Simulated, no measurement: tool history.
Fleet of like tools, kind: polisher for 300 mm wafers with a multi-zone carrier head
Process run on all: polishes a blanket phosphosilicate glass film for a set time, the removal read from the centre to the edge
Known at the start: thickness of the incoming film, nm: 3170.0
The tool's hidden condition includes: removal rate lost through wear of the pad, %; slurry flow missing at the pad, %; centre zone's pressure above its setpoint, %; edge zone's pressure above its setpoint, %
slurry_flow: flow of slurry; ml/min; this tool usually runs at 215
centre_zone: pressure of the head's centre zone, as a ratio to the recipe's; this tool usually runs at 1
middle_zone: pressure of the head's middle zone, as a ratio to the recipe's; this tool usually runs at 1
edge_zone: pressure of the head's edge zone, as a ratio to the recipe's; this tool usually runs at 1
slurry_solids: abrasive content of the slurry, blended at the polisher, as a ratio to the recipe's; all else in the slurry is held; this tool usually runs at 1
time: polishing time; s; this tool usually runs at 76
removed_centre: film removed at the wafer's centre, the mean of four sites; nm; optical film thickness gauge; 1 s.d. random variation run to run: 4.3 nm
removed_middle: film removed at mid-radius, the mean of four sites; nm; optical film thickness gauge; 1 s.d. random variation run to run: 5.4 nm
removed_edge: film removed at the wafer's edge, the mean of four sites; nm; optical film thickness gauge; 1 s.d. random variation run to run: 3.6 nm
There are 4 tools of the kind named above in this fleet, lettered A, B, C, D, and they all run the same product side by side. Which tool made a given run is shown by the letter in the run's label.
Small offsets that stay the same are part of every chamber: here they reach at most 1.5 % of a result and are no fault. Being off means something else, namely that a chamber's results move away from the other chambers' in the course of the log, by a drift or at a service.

run,hour,slurry_flow,centre_zone,middle_zone,edge_zone,slurry_solids,time,wafers polished on this pad,hours since the slurry nozzle was cleaned,hours since the centre zone pressure was calibrated,hours since the edge zone pressure was calibrated,removed_centre,removed_middle,removed_edge
1B,7,215,1,1,1,1,76,646,365.8,272.8,114.4,606.29,598.35,602.71
2D,14.4,215,1,1,1,1,76,863,464.6,258.7,321.2,590.47,602.2,593.86
# hour 15.7: chamber C: worn pad replaced by a new one
3C,24.3,215,1,1,1,1,76,104,219.7,1118.3,435.5,604.72,604.53,588.79
# hour 32.9: chamber B: worn pad replaced by a new one
4A,34.2,215,1,1,1,1,76,620,92.5,912.3,231.7,603.22,604.61,604.8
5A,40.6,215,1,1,1,1,76,697,98.9,918.7,238.1,610.69,603.74,603.29
6C,50,215,1,1,1,1,76,415,245.4,1144,461.2,594.24,601.89,594.29
# hour 51.8: chamber D: worn pad replaced by a new one
7D,55.8,215,1,1,1,1,76,48,506,300.1,362.6,600.16,598.87,591.38
# hour 61.8: chamber A: worn pad replaced by a new one
8B,66.2,215,1,1,1,1,76,402,425,332,173.6,604.47,603.83,608.05
# hour 66.4: chamber C: worn pad replaced by a new one
9B,75.1,215,1,1,1,1,76,510,433.9,340.9,182.5,599.16,595.78,604.08
10C,86.2,215,1,1,1,1,76,239,281.6,1180.2,497.4,597.06,611.66,598.55
11A,96.1,215,1,0.93,1,0.9,76,415,154.4,974.2,293.6,568.31,533.4,572.79
# hour 100.8: chamber B: worn pad replaced by a new one
12D,106.4,215,1,0.93,1,0.9,76,660,556.6,350.7,413.2,563.31,538.41,555.03
13A,113.7,215,1,0.93,1,0.9,76,628,172,991.8,311.2,570.51,541.24,575.67
14C,119.7,215,1,0.93,1,0.9,76,644,315.1,1213.7,530.9,567.79,539.5,560.81
# hour 122.6: chamber C: worn pad replaced by a new one
15D,125.4,215,1,1,1,1,76,889,575.6,369.7,432.2,591.02,606.2,601
# hour 127.1: chamber A: centre zone pressure recalibrated
16B,132.1,215,1,0.9,1,1,89,379,490.9,397.9,239.5,706.31,633.7,708.36
# hour 138.1: chamber C: centre zone pressure recalibrated
17C,140.9,215,1,0.9,1,1,89,221,336.3,2.8,552.1,756.74,638.13,691.82
# hour 141.6: chamber A: worn pad replaced by a new one
18B,151.2,215,1,0.9,1,1,89,609,510,417,258.6,704.5,642.79,704.51
# hour 155.3: chamber D: worn pad replaced by a new one
19D,156.4,215,1,0.9,1,1,89,14,606.6,400.7,463.2,688.55,640.55,698.91
20A,163.6,215,1,1,1,1,76,266,221.9,36.6,361.1,604.93,595.36,593.17
21A,170.7,175,1,1,1,1,76,351,229,43.7,368.2,576.45,585.74,584.08
# hour 172.5: chamber A: edge zone pressure recalibrated
# hour 173.8: chamber C: worn pad replaced by a new one
# hour 176.6: chamber B: worn pad replaced by a new one
22D,178.4,175,1,1,1,1,76,280,628.6,422.7,485.2,572.47,585.81,576.12
23B,186,175,1,1,1,1,76,114,544.8,451.8,293.4,581.51,578.91,595.02
24C,192.5,175,1,1,1,1,76,227,387.9,54.4,603.7,612.96,577.14,582.23
25A,199.5,215,1,1,1,0.85,64,699,257.8,72.5,27,464.67,469.98,466.73
# hour 202.3: chamber A: worn pad replaced by a new one
26B,205.2,215,1,1,1,0.85,64,346,564,471,312.6,463.25,471.31,469.23
27D,210.6,215,1,1,1,0.85,64,669,660.8,454.9,517.4,461.9,468.6,457.15
28C,221.8,215,1,1,1,0.85,64,581,417.2,83.7,633,500.89,480.32,465.64
# hour 230.7: chamber C: worn pad replaced by a new one
29B,231.1,215,1,1,1,1,76,659,589.9,496.9,338.5,603.71,587.54,605.03
30D,239.8,215,1,1,1,1,76,1021,690,484.1,546.6,585.37,603.29,594.15
31A,245.6,215,1,1,1,1,76,523,303.9,118.6,73.1,597.98,595.69,602.88
# hour 250: chamber B: worn pad replaced by a new one
32C,253,215,1,1,1.07,1,87,269,448.4,114.9,664.2,729.52,699.07,705.55
# hour 254.3: chamber D: worn pad replaced by a new one
33B,259.5,215,1,1,1.07,1,87,115,618.3,525.3,366.9,690.56,693.34,716.33
34A,269.1,215,1,1,1.07,1,87,807,327.4,142.1,96.6,691.48,692.64,713.53
35C,280.3,215,1,1,1.07,1,87,599,475.7,142.2,691.5,733.81,695.46,696.3
36D,289.3,215,1,1,1,1,76,423,739.5,533.6,596.1,593.94,597.52,591.09

Each of the 4 chambers runs these same settings next. Fill in every chamber's results:
37A,297.6,215,1,1,1,1,76,,,,,?,?,?
37B,297.6,215,1,1,1,1,76,,,,,?,?,?
37C,297.6,215,1,1,1,1,76,,,,,?,?,?
37D,297.6,215,1,1,1,1,76,,,,,?,?,?

run,removed_centre,removed_middle,removed_edge
37A,605.56,606.73,597.51
37B,611.19,585.81,610.73
37C,632.92,615.3,599.98
37D,594.68,602.73,593.16
